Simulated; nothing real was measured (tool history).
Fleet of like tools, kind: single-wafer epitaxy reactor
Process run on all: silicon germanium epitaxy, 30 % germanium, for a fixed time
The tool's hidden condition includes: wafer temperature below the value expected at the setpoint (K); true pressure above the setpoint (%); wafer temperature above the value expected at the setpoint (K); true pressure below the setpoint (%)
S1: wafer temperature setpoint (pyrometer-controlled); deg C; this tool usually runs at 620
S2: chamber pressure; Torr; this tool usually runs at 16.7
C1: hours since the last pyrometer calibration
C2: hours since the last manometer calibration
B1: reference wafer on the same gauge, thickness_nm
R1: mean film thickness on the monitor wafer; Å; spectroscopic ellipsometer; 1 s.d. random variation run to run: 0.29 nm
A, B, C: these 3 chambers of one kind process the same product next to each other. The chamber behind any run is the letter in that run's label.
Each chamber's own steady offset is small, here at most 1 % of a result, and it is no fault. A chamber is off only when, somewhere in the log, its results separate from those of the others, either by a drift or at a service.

run	hour	S1	S2	C1	C2	B1	R1
1C	3.5	620	16.7	142.7	513	68.115	786.47
2A	7.1	620	16.7	2034	506.8	68.159	790.02
3B	10.9	620	16.7	1115.5	764	68.111	780.02
4A	14.7	620	16.7	2041.6	514.4	68.119	791.15
5B	17.1	620	16.7	1121.7	770.2	68.077	782.35
6C	19.4	620	16.7	158.6	528.9	68.101	788.83
7B	21.7	631	19.1	1126.3	774.8	68.1	1006.5
8A	25.1	631	19.1	2052	524.8	68.02	1008.3
9C	27	631	19.1	166.2	536.5	68.114	1004.2
10C	30.5	620	16.7	169.7	540	68.12	779.85
11B	32.9	620	16.7	1137.5	786	68.099	781.91
12A	35.3	620	16.7	2062.2	535	68.037	789.35
# hour 35.4: chamber A: pyrometer calibrated
13B	39.2	620	16.7	1143.8	792.3	68.046	781.92
14A	42.5	620	16.7	7.1	542.2	68.089	751.74
15C	45.4	620	16.7	184.6	554.9	68.148	783.52
16C	47.3	620	16.7	186.5	556.8	68.045	784.6
17A	49.2	620	13	13.8	548.9	68.098	679.67
18B	51.7	620	13	1156.3	804.8	68.139	708.44
19C	54	620	13	193.2	563.5	68.112	712.6
20A	56.3	620	16.7	20.9	556	68.121	751.27
21B	58.6	620	16.7	1163.2	811.7	68.083	783.07
22C	61.9	620	16.7	201.1	571.4	68.132	790.32
23B	65.3	620	16.7	1169.9	818.4	68.137	781.38
24A	68.1	620	16.7	32.7	567.8	68.036	749.88
25A	70.7	620	16.7	35.3	570.4	68.151	756.26
26C	74.1	625	15.1	213.3	583.6	68.119	820.39
27B	76.1	625	15.1	1180.7	829.2	68.12	821.21
28C	79.1	625	15.1	218.3	588.6	68.099	825.36
29B	83	620	16.7	1187.6	836.1	68.043	779.5
30A	85.3	620	16.7	49.9	585	68.107	751.62
31B	87.8	620	16.7	1192.4	840.9	68.095	787.53
32C	90.1	620	16.7	229.3	599.6	68.181	785.25
33A	92.5	620	16.7	57.1	592.2	68.139	746.3
34C	96.5	620	16.7	235.7	606	68.085	784.99
35B	100.5	620	16.7	1205.1	853.6	68.035	779.16
36A	103.8	620	16.7	68.4	603.5	68.044	752.34
37C	107.5	620	16.7	246.7	617	68.131	783.36

Does one chamber stand apart from the rest, does the shared gauge drift, or is all well apart from small per-chamber offsets? Give the chamber and the most likely cause, where there is one.

Chamber A came out of a service off from its peers and stayed that way.
Most likely cause: wafer temperature below the value expected at the setpoint (K) = 2.81.

Which of the 4 candidates below, each the usual settings with something changed and its results left as question marks, puts chamber A back in line with what the other chambers give on the usual settings?
In line here means within this much of the mean the other chambers give on the usual settings: R1 10 Å
38A-1	110.5	624	16.7				?
38A-2	110.5	618	16.5				?
38A-3	110.5	616	16.7				?
38A-4	110.5	620	18.5				?

The mean the other chambers reach with the usual settings: R1 782.98 Å
run	R1
38A-1	805.62
38A-2	720.53
38A-3	698.5
38A-4	782.04
It is 38A-4 that realigns the chamber with its peers.
